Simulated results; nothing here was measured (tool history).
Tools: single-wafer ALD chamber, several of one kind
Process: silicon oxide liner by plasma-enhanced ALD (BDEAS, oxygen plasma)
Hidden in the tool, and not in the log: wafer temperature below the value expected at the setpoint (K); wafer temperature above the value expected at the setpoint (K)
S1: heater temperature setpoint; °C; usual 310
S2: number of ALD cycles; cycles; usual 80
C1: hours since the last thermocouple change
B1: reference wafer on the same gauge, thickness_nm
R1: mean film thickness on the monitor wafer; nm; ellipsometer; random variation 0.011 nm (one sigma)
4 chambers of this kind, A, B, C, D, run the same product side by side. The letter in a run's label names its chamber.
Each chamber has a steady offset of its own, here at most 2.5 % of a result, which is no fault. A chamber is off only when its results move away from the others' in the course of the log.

run 1A hour=7.0 | S1=310 S2=80 | C1=1274.4 | B1=6.2692 | R1=7.3555
run 2B hour=11.2 | S1=310 S2=80 | C1=586.7 | B1=6.2696 | R1=7.1848
run 3C hour=18.5 | S1=310 S2=80 | C1=1608.7 | B1=6.2651 | R1=7.3339
run 4D hour=22.7 | S1=310 S2=80 | C1=964.8 | B1=6.2628 | R1=7.3656
run 5A hour=28.5 | S1=310 S2=80 | C1=1295.9 | B1=6.2612 | R1=7.3449
run 6C hour=34.1 | S1=310 S2=80 | C1=1624.3 | B1=6.2636 | R1=7.3426
run 7B hour=39.9 | S1=310 S2=80 | C1=615.4 | B1=6.2601 | R1=7.1473
run 8D hour=44.1 | S1=310 S2=80 | C1=986.2 | B1=6.2600 | R1=7.3261
run 9A hour=50.1 | S1=315 S2=85 | C1=1317.5 | B1=6.2557 | R1=7.7440
run 10B hour=54.4 | S1=315 S2=85 | C1=629.9 | B1=6.2575 | R1=7.5588
run 11D hour=58.4 | S1=315 S2=85 | C1=1000.5 | B1=6.2554 | R1=7.7593
run 12C hour=62.4 | S1=315 S2=85 | C1=1652.6 | B1=6.2515 | R1=7.7263
run 13B hour=69.3 | S1=310 S2=80 | C1=644.8 | B1=6.2500 | R1=7.1471
run 14A hour=74.1 | S1=310 S2=80 | C1=1341.5 | B1=6.2544 | R1=7.3291
run 15D hour=78.1 | S1=310 S2=80 | C1=1020.2 | B1=6.2517 | R1=7.3510
run 16C hour=84.3 | S1=310 S2=80 | C1=1674.5 | B1=6.2499 | R1=7.3053
run 17D hour=88.4 | S1=310 S2=80 | C1=1030.5 | B1=6.2480 | R1=7.3575
run 18B hour=92.1 | S1=310 S2=80 | C1=667.6 | B1=6.2456 | R1=7.1426
run 19A hour=98.2 | S1=320 S2=66 | C1=1365.6 | B1=6.2460 | R1=5.9593
run 20C hour=103.9 | S1=320 S2=66 | C1=1694.1 | B1=6.2430 | R1=5.9574
run 21D hour=112.2 | S1=320 S2=66 | C1=1054.3 | B1=6.2410 | R1=5.9697
run 22C hour=117.4 | S1=320 S2=66 | C1=1707.6 | B1=6.2406 | R1=5.9233
run 23B hour=121.5 | S1=300 S2=72 | C1=697.0 | B1=6.2404 | R1=6.5239
run 24A hour=126.1 | S1=300 S2=72 | C1=1393.5 | B1=6.2377 | R1=6.6782
run 25A hour=132.9 | S1=300 S2=72 | C1=1400.3 | B1=6.2350 | R1=6.6886
run 26C hour=140.4 | S1=300 S2=72 | C1=1730.6 | B1=6.2344 | R1=6.6742
run 27B hour=148.2 | S1=310 S2=80 | C1=723.7 | B1=6.2331 | R1=7.1103
run 28D hour=153.2 | S1=310 S2=80 | C1=1095.3 | B1=6.2316 | R1=7.3201

Is one chamber off against the others, does the gauge drift, or is nothing wrong? If a chamber is off, say which, and what the likeliest cause is.

The gauge drifts, so all chambers seem to drift together. No chamber is off.
Cause: gauge reads low (%) = 0.633.
